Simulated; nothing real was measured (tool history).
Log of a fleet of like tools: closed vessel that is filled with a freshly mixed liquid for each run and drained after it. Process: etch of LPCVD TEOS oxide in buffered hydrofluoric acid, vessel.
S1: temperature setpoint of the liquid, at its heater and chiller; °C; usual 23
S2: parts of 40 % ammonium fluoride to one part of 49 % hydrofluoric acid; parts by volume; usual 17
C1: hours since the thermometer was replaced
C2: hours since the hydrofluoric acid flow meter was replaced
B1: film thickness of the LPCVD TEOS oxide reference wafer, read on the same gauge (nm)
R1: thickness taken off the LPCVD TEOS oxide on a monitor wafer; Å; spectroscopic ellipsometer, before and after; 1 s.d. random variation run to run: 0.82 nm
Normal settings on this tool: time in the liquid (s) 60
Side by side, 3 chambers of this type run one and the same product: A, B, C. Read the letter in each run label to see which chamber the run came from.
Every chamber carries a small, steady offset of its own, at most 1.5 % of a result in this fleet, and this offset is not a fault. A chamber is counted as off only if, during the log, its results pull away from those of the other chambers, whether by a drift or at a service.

{"run": "1C", "day": 0.433, "S1": 23, "S2": 17, "time in the liquid (s)": 60, "C1": 1362.7, "C2": 581.4, "B1": 90.022, "R1": 860.83}
{"run": "2B", "day": 0.946, "S1": 23, "S2": 17, "time in the liquid (s)": 60, "C1": 211.8, "C2": 555.7, "B1": 89.983, "R1": 873.45}
{"run": "3A", "day": 1.417, "S1": 23, "S2": 17, "time in the liquid (s)": 60, "C1": 708.3, "C2": 1154.7, "B1": 89.997, "R1": 868.48}
{"run": "4C", "day": 1.771, "S1": 23, "S2": 17, "time in the liquid (s)": 60, "C1": 1394.8, "C2": 613.5, "B1": 89.993, "R1": 852.06}
{"run": "5B", "day": 2.196, "S1": 23, "S2": 17, "time in the liquid (s)": 60, "C1": 241.8, "C2": 585.7, "B1": 90.007, "R1": 852.74}
{"run": "6A", "day": 2.746, "S1": 23, "S2": 19.5, "time in the liquid (s)": 45, "C1": 740.2, "C2": 1186.6, "B1": 89.998, "R1": 567.31}
{"run": "7C", "day": 3.025, "S1": 23, "S2": 19.5, "time in the liquid (s)": 45, "C1": 1424.9, "C2": 643.6, "B1": 90.006, "R1": 570.78}
{"run": "8B", "day": 3.55, "S1": 23, "S2": 19.5, "time in the liquid (s)": 45, "C1": 274.3, "C2": 618.2, "B1": 90.014, "R1": 574.51}
{"run": "9A", "day": 3.812, "S1": 23, "S2": 17, "time in the liquid (s)": 60, "C1": 765.8, "C2": 1212.2, "B1": 90.007, "R1": 853.77}
{"run": "10A", "day": 4.179, "S1": 23, "S2": 17, "time in the liquid (s)": 60, "C1": 774.6, "C2": 1221, "B1": 89.994, "R1": 861.36}
{"run": "11C", "day": 4.5, "S1": 23, "S2": 22.5, "time in the liquid (s)": 60, "C1": 1460.3, "C2": 679, "B1": 89.986, "R1": 675.38}
{"run": "12B", "day": 4.762, "S1": 23, "S2": 22.5, "time in the liquid (s)": 60, "C1": 303.4, "C2": 647.3, "B1": 90.006, "R1": 683.56}
{"run": "13A", "day": 5.204, "S1": 23, "S2": 22.5, "time in the liquid (s)": 60, "C1": 799.2, "C2": 1245.6, "B1": 90.022, "R1": 677.95}
{"run": "14B", "day": 5.712, "S1": 23, "S2": 17, "time in the liquid (s)": 60, "C1": 326.2, "C2": 670.1, "B1": 90.01, "R1": 861.45}
{"run": "15C", "day": 6.254, "S1": 23, "S2": 17, "time in the liquid (s)": 60, "C1": 1502.4, "C2": 721.1, "B1": 89.999, "R1": 865.3}
{"run": "16C", "day": 6.675, "S1": 23, "S2": 17, "time in the liquid (s)": 60, "C1": 1512.5, "C2": 731.2, "B1": 90.017, "R1": 857.68}
{"run": "17B", "day": 6.967, "S1": 23, "S2": 17, "time in the liquid (s)": 60, "C1": 356.3, "C2": 700.2, "B1": 90.001, "R1": 867}
{"run": "18A", "day": 7.429, "S1": 23, "S2": 17, "time in the liquid (s)": 60, "C1": 852.6, "C2": 1299, "B1": 89.969, "R1": 868.65}
{"run": "19C", "day": 7.912, "S1": 23, "S2": 17, "time in the liquid (s)": 60, "C1": 1542.2, "C2": 760.9, "B1": 89.989, "R1": 859.21}
{"run": "20A", "day": 8.329, "S1": 23, "S2": 17, "time in the liquid (s)": 35, "C1": 874.2, "C2": 1320.6, "B1": 90.014, "R1": 511.89}
{"run": "21B", "day": 8.754, "S1": 23, "S2": 17, "time in the liquid (s)": 35, "C1": 399.2, "C2": 743.1, "B1": 89.984, "R1": 505.96}
{"run": "22B", "day": 9.142, "S1": 23, "S2": 17, "time in the liquid (s)": 35, "C1": 408.5, "C2": 752.4, "B1": 90.003, "R1": 508.81}

Decide between three cases: one chamber stands off from its peers, the gauge reading all wafers drifts, or nothing is wrong past each chamber's small offset. Where a chamber is off, say which and what most likely put it there.

No chamber is off and the gauge is stable; the differences are just each chamber's small, constant offset.

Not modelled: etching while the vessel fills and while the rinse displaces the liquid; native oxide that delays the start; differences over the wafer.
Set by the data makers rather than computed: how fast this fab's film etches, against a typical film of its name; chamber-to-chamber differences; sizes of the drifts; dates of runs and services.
